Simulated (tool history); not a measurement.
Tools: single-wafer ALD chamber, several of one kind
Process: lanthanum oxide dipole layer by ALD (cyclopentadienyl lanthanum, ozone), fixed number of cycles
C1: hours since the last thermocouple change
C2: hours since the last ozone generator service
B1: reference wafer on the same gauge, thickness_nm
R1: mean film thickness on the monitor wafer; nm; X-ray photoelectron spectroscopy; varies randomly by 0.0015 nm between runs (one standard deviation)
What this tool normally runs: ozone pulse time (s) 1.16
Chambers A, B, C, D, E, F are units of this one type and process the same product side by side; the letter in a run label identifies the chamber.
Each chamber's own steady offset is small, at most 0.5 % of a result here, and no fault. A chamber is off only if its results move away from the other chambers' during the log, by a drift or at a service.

run 1D day=0.254 | ozone_pulse_time_(s)=1.16 | C1=1051.9 C2=262.7 | B1=0.57513 | R1=0.52013
run 2C day=0.654 | ozone_pulse_time_(s)=1.16 | C1=1361.8 C2=889.7 | B1=0.57533 | R1=0.52097
run 3E day=0.917 | ozone_pulse_time_(s)=1.16 | C1=725.8 C2=79.1 | B1=0.57489 | R1=0.52156
-- day=1.021 chamber A: ozone generator serviced
run 4A day=1.171 | ozone_pulse_time_(s)=1.16 | C1=2031.5 C2=3.6 | B1=0.57515 | R1=0.52212
run 5F day=1.425 | ozone_pulse_time_(s)=1.16 | C1=1568.9 C2=349.5 | B1=0.57467 | R1=0.51883
run 6B day=1.754 | ozone_pulse_time_(s)=1.16 | C1=328.6 C2=222.5 | B1=0.57482 | R1=0.52055
run 7C day=2.038 | ozone_pulse_time_(s)=1.16 | C1=1395 C2=922.9 | B1=0.5746 | R1=0.51946
run 8A day=2.392 | ozone_pulse_time_(s)=1.16 | C1=2060.8 C2=32.9 | B1=0.57488 | R1=0.52477
run 9F day=2.838 | ozone_pulse_time_(s)=1.16 | C1=1602.8 C2=383.4 | B1=0.57503 | R1=0.51881
run 10D day=3.067 | ozone_pulse_time_(s)=1.16 | C1=1119.4 C2=330.2 | B1=0.575 | R1=0.52313
run 11B day=3.338 | ozone_pulse_time_(s)=1.53 | C1=366.6 C2=260.5 | B1=0.57521 | R1=0.54937
run 12E day=3.662 | ozone_pulse_time_(s)=1.53 | C1=791.7 C2=145 | B1=0.57488 | R1=0.55253
run 13F day=3.975 | ozone_pulse_time_(s)=1.53 | C1=1630.1 C2=410.7 | B1=0.5751 | R1=0.5494
run 14E day=4.304 | ozone_pulse_time_(s)=1.53 | C1=807.1 C2=160.4 | B1=0.57507 | R1=0.55161
run 15D day=4.75 | ozone_pulse_time_(s)=1.53 | C1=1159.8 C2=370.6 | B1=0.57546 | R1=0.54843
run 16A day=5.05 | ozone_pulse_time_(s)=1.53 | C1=2124.6 C2=96.7 | B1=0.57502 | R1=0.55396
run 17C day=5.25 | ozone_pulse_time_(s)=1.16 | C1=1472.1 C2=1000 | B1=0.57507 | R1=0.52202
-- day=5.575 chamber C: ozone generator serviced
run 18B day=5.592 | ozone_pulse_time_(s)=1.16 | C1=420.7 C2=314.6 | B1=0.5753 | R1=0.52044
run 19E day=6.033 | ozone_pulse_time_(s)=1.16 | C1=848.6 C2=201.9 | B1=0.57527 | R1=0.52094
run 20D day=6.475 | ozone_pulse_time_(s)=1.16 | C1=1201.2 C2=412 | B1=0.57492 | R1=0.51623
run 21F day=6.888 | ozone_pulse_time_(s)=1.16 | C1=1700 C2=480.6 | B1=0.57503 | R1=0.51664
run 22B day=7.192 | ozone_pulse_time_(s)=1.3 | C1=459.1 C2=353 | B1=0.57503 | R1=0.5355
run 23C day=7.492 | ozone_pulse_time_(s)=1.3 | C1=1525.9 C2=46.1 | B1=0.57488 | R1=0.5363
run 24A day=7.942 | ozone_pulse_time_(s)=1.3 | C1=2194 C2=166.1 | B1=0.57475 | R1=0.5369
run 25A day=8.333 | ozone_pulse_time_(s)=1.3 | C1=2203.4 C2=175.5 | B1=0.57538 | R1=0.53571
-- day=8.475 chamber C: thermocouple changed; heater temperature recalibrated
run 26F day=8.642 | ozone_pulse_time_(s)=1.3 | C1=1742.1 C2=522.7 | B1=0.57484 | R1=0.53433
run 27E day=8.9 | ozone_pulse_time_(s)=1.3 | C1=917.4 C2=270.7 | B1=0.57463 | R1=0.5329
run 28D day=9.242 | ozone_pulse_time_(s)=1.37 | C1=1267.6 C2=478.4 | B1=0.57522 | R1=0.53509
-- day=9.421 chamber F: thermocouple changed; heater temperature recalibrated
run 29B day=9.488 | ozone_pulse_time_(s)=1.37 | C1=514.2 C2=408.1 | B1=0.57507 | R1=0.54484
run 30C day=9.9 | ozone_pulse_time_(s)=1.37 | C1=34.3 C2=103.9 | B1=0.57511 | R1=0.53849
run 31B day=10.092 | ozone_pulse_time_(s)=1.37 | C1=528.7 C2=422.6 | B1=0.57505 | R1=0.5434
run 32C day=10.425 | ozone_pulse_time_(s)=1.37 | C1=46.9 C2=116.5 | B1=0.57505 | R1=0.53733
run 33D day=10.688 | ozone_pulse_time_(s)=1.37 | C1=1302.3 C2=513.1 | B1=0.57524 | R1=0.52821
run 34F day=10.95 | ozone_pulse_time_(s)=1.16 | C1=36.7 C2=578.1 | B1=0.57521 | R1=0.51807
run 35E day=11.192 | ozone_pulse_time_(s)=1.16 | C1=972.4 C2=325.7 | B1=0.57481 | R1=0.52036
run 36A day=11.45 | ozone_pulse_time_(s)=1.16 | C1=2278.2 C2=250.3 | B1=0.57504 | R1=0.52281
run 37D day=11.871 | ozone_pulse_time_(s)=1.16 | C1=1330.7 C2=541.5 | B1=0.57515 | R1=0.5035
run 38F day=12.288 | ozone_pulse_time_(s)=1.42 | C1=68.8 C2=610.2 | B1=0.57471 | R1=0.54297

Which is it: a chamber that has drifted or been left off by a service, a gauge drift common to all chambers, or only each chamber's usual small offset? If a chamber is off, name it and its likeliest cause.

Chamber D drifts away from the others.
What lies behind it: ozone dose below that of a generator just serviced (%) = 13.1.

Which of the 4 candidates below, each the usual settings with something changed and its results left as question marks, puts chamber D back in line with what the other chambers give on the usual settings?
Counts as in line when no further than this from what the other chambers average on the usual settings: R1 0.0051 nm
run 39D-1 day=12.612 | ozone_pulse_time_(s)=1.03 | R1=?
run 39D-2 day=12.612 | ozone_pulse_time_(s)=0.95 | R1=?
run 39D-3 day=12.612 | ozone_pulse_time_(s)=1.34 | R1=?
run 39D-4 day=12.612 | ozone_pulse_time_(s)=1.54 | R1=?

On the usual settings, the other chambers give on average: R1 0.52128 nm
run=39D-1 R1=0.48252
run=39D-2 R1=0.46849
run=39D-3 R1=0.52188
run=39D-4 R1=0.53819
39D-3 brings the chamber back in line.
